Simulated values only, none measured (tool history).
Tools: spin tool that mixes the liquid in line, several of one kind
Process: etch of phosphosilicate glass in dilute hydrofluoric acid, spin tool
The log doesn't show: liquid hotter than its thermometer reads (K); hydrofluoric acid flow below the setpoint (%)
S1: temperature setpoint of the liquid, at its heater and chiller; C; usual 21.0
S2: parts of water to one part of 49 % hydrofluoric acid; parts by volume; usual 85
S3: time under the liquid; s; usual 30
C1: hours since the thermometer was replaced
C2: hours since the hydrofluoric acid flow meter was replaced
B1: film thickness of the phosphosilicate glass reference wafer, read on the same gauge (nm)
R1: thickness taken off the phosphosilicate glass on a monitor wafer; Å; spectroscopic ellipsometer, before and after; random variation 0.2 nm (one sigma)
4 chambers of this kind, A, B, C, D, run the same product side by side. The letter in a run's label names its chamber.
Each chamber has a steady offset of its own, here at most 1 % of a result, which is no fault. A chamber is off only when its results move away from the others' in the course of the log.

| run | hour | S1 | S2 | S3 | C1 | C2 | B1 | R1 |
|---|---|---|---|---|---|---|---|---|
| 1B | 6.4 | 21.0 | 85 | 30 | 839.3 | 327.6 | 50.026 | 293.98 |
| 2D | 16.3 | 21.0 | 85 | 30 | 333.1 | 1344.4 | 50.043 | 290.86 |
| 3C | 22.8 | 21.0 | 85 | 30 | 785.1 | 195.7 | 50.009 | 286.89 |
| 4A | 34.9 | 21.0 | 85 | 30 | 759.3 | 1146.1 | 49.965 | 292.94 |
| 5D | 41.3 | 21.0 | 85 | 30 | 358.1 | 1369.4 | 49.996 | 291.94 |
| 6A | 54.7 | 22.5 | 85 | 15 | 779.1 | 1165.9 | 50.053 | 156.89 |
| 7B | 63.8 | 22.5 | 85 | 15 | 896.7 | 385.0 | 50.042 | 155.38 |
| 8C | 76.5 | 22.5 | 85 | 15 | 838.8 | 249.4 | 50.006 | 155.97 |
| 9C | 87.4 | 22.5 | 85 | 15 | 849.7 | 260.3 | 50.042 | 155.49 |
| 10B | 97.0 | 21.0 | 85 | 30 | 929.9 | 418.2 | 49.982 | 294.13 |
| 11D | 109.7 | 21.0 | 85 | 30 | 426.5 | 1437.8 | 49.944 | 291.51 |
| 12A | 118.0 | 21.0 | 85 | 30 | 842.4 | 1229.2 | 49.979 | 300.78 |
| 13A | 126.1 | 21.0 | 85 | 30 | 850.5 | 1237.3 | 50.002 | 295.11 |
| 14C | 134.4 | 21.0 | 85 | 30 | 896.7 | 307.3 | 49.979 | 293.83 |
| 15B | 140.8 | 21.0 | 85 | 30 | 973.7 | 462.0 | 49.955 | 291.68 |
| 16D | 154.0 | 24.5 | 85 | 15 | 470.8 | 1482.1 | 49.989 | 166.01 |
| 17D | 161.0 | 24.5 | 85 | 15 | 477.8 | 1489.1 | 49.960 | 167.37 |
| 18B | 168.0 | 24.5 | 85 | 15 | 1000.9 | 489.2 | 49.969 | 167.64 |
| 19C | 177.6 | 24.5 | 85 | 15 | 939.9 | 350.5 | 50.022 | 169.18 |
|  | 183.0 | chamber D: hydrofluoric acid flow meter replaced |
| 20A | 188.3 | 21.0 | 85 | 30 | 912.7 | 1299.5 | 50.000 | 300.49 |
| 21C | 201.0 | 26.0 | 85 | 30 | 963.3 | 373.9 | 49.977 | 359.50 |
| 22D | 209.8 | 26.0 | 85 | 30 | 526.6 | 26.9 | 49.978 | 357.31 |
| 23A | 219.9 | 26.0 | 85 | 30 | 944.3 | 1331.1 | 50.050 | 367.55 |
| 24B | 231.8 | 26.0 | 85 | 30 | 1064.7 | 553.0 | 49.990 | 355.10 |
| 25C | 238.1 | 21.0 | 85 | 30 | 1000.4 | 411.0 | 49.988 | 292.85 |
| 26A | 244.7 | 21.0 | 85 | 30 | 969.1 | 1355.9 | 50.002 | 303.08 |
| 27D | 257.2 | 21.0 | 85 | 30 | 574.0 | 74.3 | 49.983 | 291.09 |
| 28B | 268.1 | 21.0 | 85 | 30 | 1101.0 | 589.3 | 49.984 | 291.59 |
| 29A | 280.8 | 21.0 | 85 | 30 | 1005.2 | 1392.0 | 49.996 | 307.32 |
| 30D | 287.1 | 21.0 | 85 | 30 | 603.9 | 104.2 | 49.960 | 291.29 |
|  | 287.9 | chamber B: hydrofluoric acid flow meter replaced |
| 31C | 294.3 | 21.0 | 85 | 30 | 1056.6 | 467.2 | 50.019 | 292.30 |
| 32B | 306.7 | 21.0 | 85 | 30 | 1139.6 | 18.8 | 50.025 | 294.38 |

All 4 chambers run these settings next. Forecast each chamber's results:
| 33A | 316.7 | 21.0 | 85 | 30 |  |  |  | ? |
| 33B | 316.7 | 21.0 | 85 | 30 |  |  |  | ? |
| 33C | 316.7 | 21.0 | 85 | 30 |  |  |  | ? |
| 33D | 316.7 | 21.0 | 85 | 30 |  |  |  | ? |

| run | R1 |
|---|---|
| 33A | 308.10 |
| 33B | 289.09 |
| 33C | 295.29 |
| 33D | 294.92 |
